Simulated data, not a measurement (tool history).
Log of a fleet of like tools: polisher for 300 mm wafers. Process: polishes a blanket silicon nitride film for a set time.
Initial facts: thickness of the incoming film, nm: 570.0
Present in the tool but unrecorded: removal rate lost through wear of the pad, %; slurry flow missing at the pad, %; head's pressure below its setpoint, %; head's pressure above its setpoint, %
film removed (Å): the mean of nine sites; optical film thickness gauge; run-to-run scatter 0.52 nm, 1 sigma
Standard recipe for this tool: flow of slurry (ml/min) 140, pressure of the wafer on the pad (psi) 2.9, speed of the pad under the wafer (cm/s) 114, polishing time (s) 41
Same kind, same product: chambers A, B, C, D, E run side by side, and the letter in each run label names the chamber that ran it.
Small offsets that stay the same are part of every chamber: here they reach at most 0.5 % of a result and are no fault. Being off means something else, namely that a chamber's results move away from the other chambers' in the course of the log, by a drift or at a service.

| run | hour | flow of slurry (ml/min) | pressure of the wafer on the pad (psi) | speed of the pad under the wafer (cm/s) | polishing time (s) | wafers polished on this pad | hours since the slurry nozzle was cleaned | hours since the head pressure was calibrated | film removed (Å) |
|---|---|---|---|---|---|---|---|---|---|
| 1A | 6 | 140 | 2.9 | 114 | 41 | 896 | 295.6 | 1255.9 | 634.14 |
|  | 8.5 | chamber D: slurry nozzle cleaned |
| 2C | 11.3 | 140 | 2.9 | 114 | 41 | 433 | 768.7 | 538 | 625.81 |
|  | 13.5 | chamber D: worn pad replaced by a new one |
|  | 14.5 | chamber C: slurry nozzle cleaned |
|  | 16 | chamber A: worn pad replaced by a new one |
|  | 16.1 | chamber E: head pressure recalibrated |
|  | 18.5 | chamber E: worn pad replaced by a new one |
|  | 19.6 | chamber A: head pressure recalibrated |
| 3D | 20.6 | 140 | 2.9 | 114 | 41 | 113 | 12.2 | 545.5 | 635.5 |
| 4B | 26.7 | 140 | 2.9 | 114 | 41 | 1110 | 313.8 | 234.3 | 629.04 |
|  | 30.3 | chamber D: head pressure recalibrated |
|  | 34.5 | chamber C: worn pad replaced by a new one |
| 5E | 35.1 | 140 | 2.9 | 114 | 41 | 265 | 609.9 | 19.1 | 642.73 |
| 6D | 44.3 | 140 | 2.9 | 114 | 41 | 492 | 35.9 | 14 | 638.68 |
| 7C | 49.1 | 140 | 2.9 | 114 | 41 | 234 | 34.7 | 575.8 | 627.08 |
| 8E | 56.5 | 140 | 2.9 | 114 | 41 | 607 | 631.3 | 40.5 | 644.11 |
| 9B | 60.9 | 140 | 2.9 | 114 | 41 | 1657 | 348 | 268.5 | 630.36 |
| 10A | 66.6 | 140 | 2.9 | 114 | 41 | 810 | 356.2 | 47 | 638.2 |
| 11B | 74.6 | 140 | 2.9 | 114 | 41 | 1876 | 361.7 | 282.2 | 626.41 |
|  | 82 | chamber A: worn pad replaced by a new one |
| 12A | 83.3 | 140 | 2.9 | 114 | 41 | 21 | 372.9 | 63.7 | 638.84 |
|  | 86.5 | chamber C: worn pad replaced by a new one |
| 13D | 87.8 | 140 | 2.9 | 78 | 28 | 1187 | 79.4 | 57.5 | 316.6 |
|  | 92.6 | chamber E: worn pad replaced by a new one |
| 14E | 93.2 | 140 | 2.9 | 78 | 28 | 9 | 668 | 77.2 | 321.92 |
|  | 99.2 | chamber D: worn pad replaced by a new one |
| 15C | 100.1 | 140 | 2.9 | 78 | 28 | 217 | 85.7 | 626.8 | 315.23 |
|  | 105.9 | chamber A: slurry nozzle cleaned |
| 16B | 108.4 | 140 | 2.9 | 78 | 28 | 2416 | 395.5 | 316 | 312.67 |
|  | 114.3 | chamber B: slurry nozzle cleaned |
| 17E | 117.2 | 140 | 2.9 | 78 | 28 | 393 | 692 | 101.2 | 322.78 |
| 18A | 125 | 140 | 2.9 | 114 | 41 | 687 | 19.2 | 105.4 | 638.62 |
| 19D | 133.3 | 140 | 2.9 | 114 | 41 | 545 | 124.9 | 103 | 629.96 |
|  | 136 | chamber C: worn pad replaced by a new one |
| 20C | 140 | 140 | 2.9 | 114 | 41 | 64 | 125.6 | 666.7 | 639.3 |
| 21B | 148.9 | 140 | 2.9 | 114 | 41 | 3063 | 34.6 | 356.5 | 614.91 |
|  | 150.8 | chamber A: worn pad replaced by a new one |
| 22C | 154.6 | 140 | 2.9 | 114 | 41 | 298 | 140.2 | 681.3 | 628.56 |
| 23D | 158.9 | 140 | 2.9 | 114 | 41 | 954 | 150.5 | 128.6 | 640.71 |
| 24A | 165.3 | 140 | 2.9 | 114 | 41 | 232 | 59.5 | 145.7 | 645.33 |
| 25E | 171.1 | 140 | 2.9 | 114 | 41 | 1254 | 745.9 | 155.1 | 634.11 |
| 26D | 177.7 | 140 | 2.9 | 114 | 41 | 1255 | 169.3 | 147.4 | 633.71 |
|  | 182.1 | chamber D: worn pad replaced by a new one |
|  | 182.4 | chamber E: worn pad replaced by a new one |
| 27E | 184.2 | 140 | 2.9 | 114 | 41 | 28 | 759 | 168.2 | 641.45 |
| 28C | 190.3 | 140 | 2.9 | 114 | 41 | 868 | 175.9 | 717 | 627.68 |
|  | 193.9 | chamber C: worn pad replaced by a new one |
| 29A | 197.7 | 140 | 2.9 | 114 | 41 | 750 | 91.9 | 178.1 | 629.2 |
| 30B | 204.3 | 140 | 2.9 | 114 | 41 | 3949 | 90 | 411.9 | 594.88 |
| 31D | 212.9 | 140 | 2.9 | 114 | 41 | 492 | 204.5 | 182.6 | 628.38 |
|  | 215.8 | chamber A: worn pad replaced by a new one |
| 32C | 220.8 | 140 | 2.9 | 94 | 41 | 430 | 206.4 | 747.5 | 541.99 |
| 33B | 224.9 | 140 | 2.9 | 94 | 41 | 4278 | 110.6 | 432.5 | 498.36 |
| 34A | 233.9 | 140 | 2.9 | 94 | 41 | 289 | 128.1 | 214.3 | 546.39 |
| 35E | 239.3 | 140 | 2.9 | 94 | 41 | 909 | 814.1 | 223.3 | 539.68 |
|  | 244.4 | chamber C: worn pad replaced by a new one |
| 36A | 245.1 | 140 | 2.9 | 94 | 41 | 468 | 139.3 | 225.5 | 548.28 |
| 37E | 250.9 | 140 | 2.9 | 114 | 41 | 1094 | 825.7 | 234.9 | 627.48 |
| 38C | 255.1 | 140 | 2.9 | 114 | 41 | 171 | 240.7 | 781.8 | 626.46 |
| 39D | 260.7 | 140 | 2.9 | 114 | 41 | 1256 | 252.3 | 230.4 | 636.93 |
| 40B | 269.6 | 140 | 2.9 | 114 | 41 | 4992 | 155.3 | 477.2 | 573.29 |
| 41C | 278.2 | 140 | 2.9 | 114 | 41 | 541 | 263.8 | 804.9 | 639.82 |

One chamber off, gauge drift, or nothing amiss beyond the chambers' own small offsets? If it is a chamber, which one, and what is the likeliest cause?

Little by little, chamber B moves away from the other chambers.
What lies behind it: removal rate lost through wear of the pad, % = 10.5.
With only this log, it may be confused with: head's pressure below its setpoint, %.

Here are 4 candidates for chamber B's next run, each the usual settings with a change, their results left as question marks. Which one brings its results back in line with what the others give on the usual settings?
To be in line, a result may differ from the other chambers' mean on the usual settings by at most: film removed (Å) 18
| 42B-1 | 285.1 | 135 | 2.6 | 114 | 37 |  |  |  | ? |
| 42B-2 | 285.1 | 140 | 3.6 | 114 | 41 |  |  |  | ? |
| 42B-3 | 285.1 | 140 | 3 | 118 | 43 |  |  |  | ? |
| 42B-4 | 285.1 | 135 | 2.9 | 114 | 37 |  |  |  | ? |

The other chambers' mean on the usual settings: film removed (Å) 633.9
| run | film removed (Å) |
|---|---|
| 42B-1 | 456.66 |
| 42B-2 | 707.29 |
| 42B-3 | 634.78 |
| 42B-4 | 509.83 |
With 42B-3, the chamber falls back in line with the rest.
